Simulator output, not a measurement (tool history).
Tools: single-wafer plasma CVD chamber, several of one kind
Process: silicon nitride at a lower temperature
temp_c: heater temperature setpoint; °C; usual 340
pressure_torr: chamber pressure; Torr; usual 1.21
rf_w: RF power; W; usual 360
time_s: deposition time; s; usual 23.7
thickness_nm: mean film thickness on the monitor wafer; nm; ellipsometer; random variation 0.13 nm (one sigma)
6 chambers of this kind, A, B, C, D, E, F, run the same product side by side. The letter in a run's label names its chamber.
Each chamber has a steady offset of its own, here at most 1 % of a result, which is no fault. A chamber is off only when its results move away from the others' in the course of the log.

run,hour,temp_c,pressure_torr,rf_w,time_s,"read-back reference wafer on the same gauge, thickness_nm",thickness_nm
1E,3.0,340,1.21,360,23.7,26.869,29.290
2B,6.5,340,1.21,360,23.7,26.927,29.145
3C,10.2,340,1.21,360,23.7,26.863,28.776
4F,14.4,340,1.21,360,23.7,26.918,29.341
5A,18.1,340,1.21,360,23.7,26.874,29.207
# hour 19.4: chamber D: capacitance manometer re-zeroed and calibrated
6D,22.4,340,1.21,360,23.7,26.924,29.299
7F,26.0,340,1.21,360,23.7,26.891,29.386
8A,30.0,340,1.21,360,23.7,26.898,29.307
9D,32.0,340,1.21,360,23.7,26.894,29.415
10E,35.8,340,1.21,360,23.7,26.926,29.256
11B,39.7,340,1.21,360,23.7,26.914,29.007
12C,43.0,340,1.21,360,23.7,26.910,28.844
13A,46.1,340,1.21,360,23.7,26.886,29.428
14C,48.7,340,1.21,360,23.7,26.899,28.745
15D,52.2,340,1.21,360,23.7,26.906,29.177
16F,55.8,340,1.21,360,23.7,26.887,29.156
17E,59.2,340,1.21,360,23.7,26.899,29.358
18B,61.2,340,1.21,360,20.1,26.875,24.640
19A,64.2,340,1.21,360,20.1,26.881,24.893
20C,66.9,340,1.21,360,20.1,26.902,24.435
21E,70.8,340,1.21,360,20.1,26.912,24.941
22B,72.8,340,1.21,360,20.1,26.900,24.655
23F,74.9,340,1.21,360,20.1,26.894,25.006
24D,77.0,340,1.21,360,23.7,26.867,29.053
25F,79.2,340,1.21,360,23.7,26.879,29.534
26B,83.5,340,1.21,360,23.7,26.927,28.881
27E,87.5,340,1.21,360,23.7,26.902,29.200
28C,89.7,340,1.21,360,23.7,26.886,28.349
29D,91.9,340,1.21,360,23.7,26.926,29.347
30A,95.6,340,1.21,360,23.7,26.873,29.083
# hour 98.6: chamber E: capacitance manometer re-zeroed and calibrated
31E,98.6,340,1.11,360,19.4,26.904,23.506
32D,102.8,340,1.11,360,19.4,26.889,23.293
33A,106.4,340,1.11,360,19.4,26.909,23.403
34B,109.4,340,1.11,360,19.4,26.892,23.151
35F,113.5,340,1.11,360,19.4,26.892,23.506
36C,117.8,340,1.11,360,19.4,26.888,22.509
37F,122.1,340,1.21,360,23.7,26.926,29.214
38A,126.2,340,1.21,360,23.7,26.910,29.067
39C,128.9,340,1.21,360,23.7,26.905,27.744
40D,132.3,340,1.21,360,23.7,26.881,29.081

Is one chamber off against the others, does the gauge drift, or is nothing wrong? If a chamber is off, say which, and what the likeliest cause is.

Chamber C drifts away from the others.
Cause: delivered RF power below the setpoint (%) = 5.19.

Here are 4 candidates for chamber C's next run, each the usual settings with a change, their results left as question marks. Which one brings its results back in line with what the others give on the usual settings?
In line means no further than this from the other chambers' mean on the usual settings: thickness_nm 0.460 nm
41C-1,135.5,340,1.13,330,23.7,,?
41C-2,135.5,340,1.21,405,23.7,,?
41C-3,135.5,340,1.19,355,23.0,,?
41C-4,135.5,340,1.21,385,23.7,,?

The other chambers' mean on the usual settings: thickness_nm 29.183 nm
run,thickness_nm
41C-1,25.776
41C-2,30.103
41C-3,26.687
41C-4,29.129
41C-4 brings the chamber back in line.

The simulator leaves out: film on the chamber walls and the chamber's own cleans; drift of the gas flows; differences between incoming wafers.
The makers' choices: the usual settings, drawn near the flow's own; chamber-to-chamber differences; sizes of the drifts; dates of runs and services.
